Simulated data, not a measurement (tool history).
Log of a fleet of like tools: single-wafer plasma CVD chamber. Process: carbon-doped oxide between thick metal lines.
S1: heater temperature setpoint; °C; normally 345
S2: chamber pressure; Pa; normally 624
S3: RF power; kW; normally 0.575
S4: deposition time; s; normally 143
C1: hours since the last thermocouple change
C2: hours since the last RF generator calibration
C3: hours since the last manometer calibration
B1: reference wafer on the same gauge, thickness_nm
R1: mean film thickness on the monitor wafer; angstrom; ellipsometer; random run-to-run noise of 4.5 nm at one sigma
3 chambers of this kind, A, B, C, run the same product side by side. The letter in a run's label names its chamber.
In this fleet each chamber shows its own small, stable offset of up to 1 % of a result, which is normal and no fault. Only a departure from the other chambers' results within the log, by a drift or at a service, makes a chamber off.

run 1B day=0.396 | S1=345 S2=624 S3=0.575 S4=143 | C1=659.8 C2=1693.7 C3=440.5 | B1=725.04 | R1=7901.6
-- day=0.55 chamber C: capacitance manometer re-zeroed and calibrated
run 2A day=0.838 | S1=345 S2=624 S3=0.575 S4=143 | C1=508.5 C2=1223.5 C3=23.5 | B1=725.7 | R1=7919.2
run 3C day=1.283 | S1=345 S2=624 S3=0.575 S4=143 | C1=574.2 C2=509 C3=17.7 | B1=725.14 | R1=7806.4
run 4B day=1.654 | S1=345 S2=624 S3=0.575 S4=143 | C1=690 C2=1723.9 C3=470.7 | B1=725.23 | R1=7900.3
run 5A day=1.954 | S1=345 S2=624 S3=0.575 S4=143 | C1=535.3 C2=1250.3 C3=50.3 | B1=725.23 | R1=7752.4
run 6C day=2.188 | S1=345 S2=624 S3=0.575 S4=143 | C1=595.9 C2=530.7 C3=39.4 | B1=725.08 | R1=7874.9
run 7C day=2.417 | S1=345 S2=624 S3=0.575 S4=143 | C1=601.4 C2=536.2 C3=44.9 | B1=726.34 | R1=7943.8
run 8A day=2.821 | S1=345 S2=624 S3=0.575 S4=143 | C1=556.1 C2=1271.1 C3=71.1 | B1=724.92 | R1=7841.3
run 9B day=3.308 | S1=345 S2=624 S3=0.575 S4=143 | C1=729.7 C2=1763.6 C3=510.4 | B1=725.51 | R1=8059
run 10B day=3.729 | S1=345 S2=624 S3=0.575 S4=143 | C1=739.8 C2=1773.7 C3=520.5 | B1=725.3 | R1=7842.8
run 11A day=4.221 | S1=345 S2=624 S3=0.575 S4=143 | C1=589.7 C2=1304.7 C3=104.7 | B1=725.57 | R1=7797.7
run 12C day=4.675 | S1=345 S2=755 S3=0.575 S4=120 | C1=655.6 C2=590.4 C3=99.1 | B1=724.82 | R1=6813.3
run 13A day=5.154 | S1=345 S2=755 S3=0.575 S4=120 | C1=612.1 C2=1327.1 C3=127.1 | B1=723.97 | R1=6788.1
run 14B day=5.646 | S1=345 S2=755 S3=0.575 S4=120 | C1=785.8 C2=1819.7 C3=566.5 | B1=724.04 | R1=6805.5
run 15C day=6 | S1=345 S2=624 S3=0.575 S4=143 | C1=687.4 C2=622.2 C3=130.9 | B1=724.58 | R1=7867.1
run 16C day=6.258 | S1=345 S2=624 S3=0.575 S4=143 | C1=693.6 C2=628.4 C3=137.1 | B1=725.64 | R1=7934.9
run 17B day=6.517 | S1=345 S2=624 S3=0.575 S4=143 | C1=806.7 C2=1840.6 C3=587.4 | B1=724.92 | R1=7922.5
run 18A day=6.962 | S1=345 S2=624 S3=0.575 S4=143 | C1=655.5 C2=1370.5 C3=170.5 | B1=724.01 | R1=7867.9
run 19B day=7.267 | S1=345 S2=624 S3=0.575 S4=143 | C1=824.7 C2=1858.6 C3=605.4 | B1=724.54 | R1=7878.3
-- day=7.458 chamber A: RF generator calibrated
run 20C day=7.7 | S1=345 S2=624 S3=0.575 S4=143 | C1=728.2 C2=663 C3=171.7 | B1=725.5 | R1=7914.7
run 21A day=8.112 | S1=345 S2=624 S3=0.575 S4=143 | C1=683.1 C2=15.8 C3=198.1 | B1=725.06 | R1=7843
run 22B day=8.442 | S1=345 S2=624 S3=0.575 S4=143 | C1=852.9 C2=1886.8 C3=633.6 | B1=725.75 | R1=7936.4
run 23A day=8.783 | S1=345 S2=624 S3=0.575 S4=143 | C1=699.2 C2=31.9 C3=214.2 | B1=725.38 | R1=7739.5
run 24C day=9.262 | S1=345 S2=624 S3=0.575 S4=143 | C1=765.7 C2=700.5 C3=209.2 | B1=726.2 | R1=7894.4
run 25C day=9.65 | S1=345 S2=624 S3=0.575 S4=143 | C1=775 C2=709.8 C3=218.5 | B1=724.81 | R1=7893
-- day=9.917 chamber B: RF generator calibrated
run 26B day=10.154 | S1=345 S2=624 S3=0.575 S4=143 | C1=894 C2=5.8 C3=674.7 | B1=725.35 | R1=7985.9
run 27A day=10.504 | S1=345 S2=624 S3=0.575 S4=143 | C1=740.5 C2=73.2 C3=255.5 | B1=724.79 | R1=7834.4
run 28B day=10.767 | S1=345 S2=475 S3=0.575 S4=120 | C1=908.7 C2=20.5 C3=689.4 | B1=725.01 | R1=6435.3
run 29A day=11.133 | S1=345 S2=475 S3=0.575 S4=120 | C1=755.6 C2=88.3 C3=270.6 | B1=724.12 | R1=6359.6
run 30C day=11.538 | S1=345 S2=475 S3=0.575 S4=120 | C1=820.3 C2=755.1 C3=263.8 | B1=725.48 | R1=6380
run 31C day=12.038 | S1=345 S2=624 S3=0.575 S4=143 | C1=832.3 C2=767.1 C3=275.8 | B1=725.31 | R1=7984.6
run 32B day=12.5 | S1=345 S2=624 S3=0.575 S4=143 | C1=950.3 C2=62.1 C3=731 | B1=724.89 | R1=7919.2
run 33A day=12.854 | S1=345 S2=624 S3=0.575 S4=143 | C1=796.9 C2=129.6 C3=311.9 | B1=726.04 | R1=7853.3
run 34A day=13.142 | S1=345 S2=624 S3=0.575 S4=143 | C1=803.8 C2=136.5 C3=318.8 | B1=724.29 | R1=7835.6
run 35B day=13.604 | S1=345 S2=624 S3=0.575 S4=143 | C1=976.8 C2=88.6 C3=757.5 | B1=724.15 | R1=7935.3
run 36C day=14.058 | S1=336 S2=624 S3=0.575 S4=133 | C1=880.8 C2=815.6 C3=324.3 | B1=725.45 | R1=7572.6
run 37C day=14.321 | S1=336 S2=624 S3=0.575 S4=133 | C1=887.1 C2=821.9 C3=330.6 | B1=725.59 | R1=7530.2
run 38A day=14.688 | S1=336 S2=624 S3=0.575 S4=133 | C1=840.9 C2=173.6 C3=355.9 | B1=724.76 | R1=7455.4
run 39B day=14.942 | S1=345 S2=624 S3=0.575 S4=143 | C1=1008.9 C2=120.7 C3=789.6 | B1=725.37 | R1=7912.4
run 40B day=15.358 | S1=345 S2=624 S3=0.575 S4=143 | C1=1018.9 C2=130.7 C3=799.6 | B1=725 | R1=8012.7

Decide between three cases: one chamber stands off from its peers, the gauge reading all wafers drifts, or nothing is wrong past each chamber's small offset. Where a chamber is off, say which and what most likely put it there.

Neither any chamber nor the gauge drifts; the chambers differ only by their own small, steady offsets.
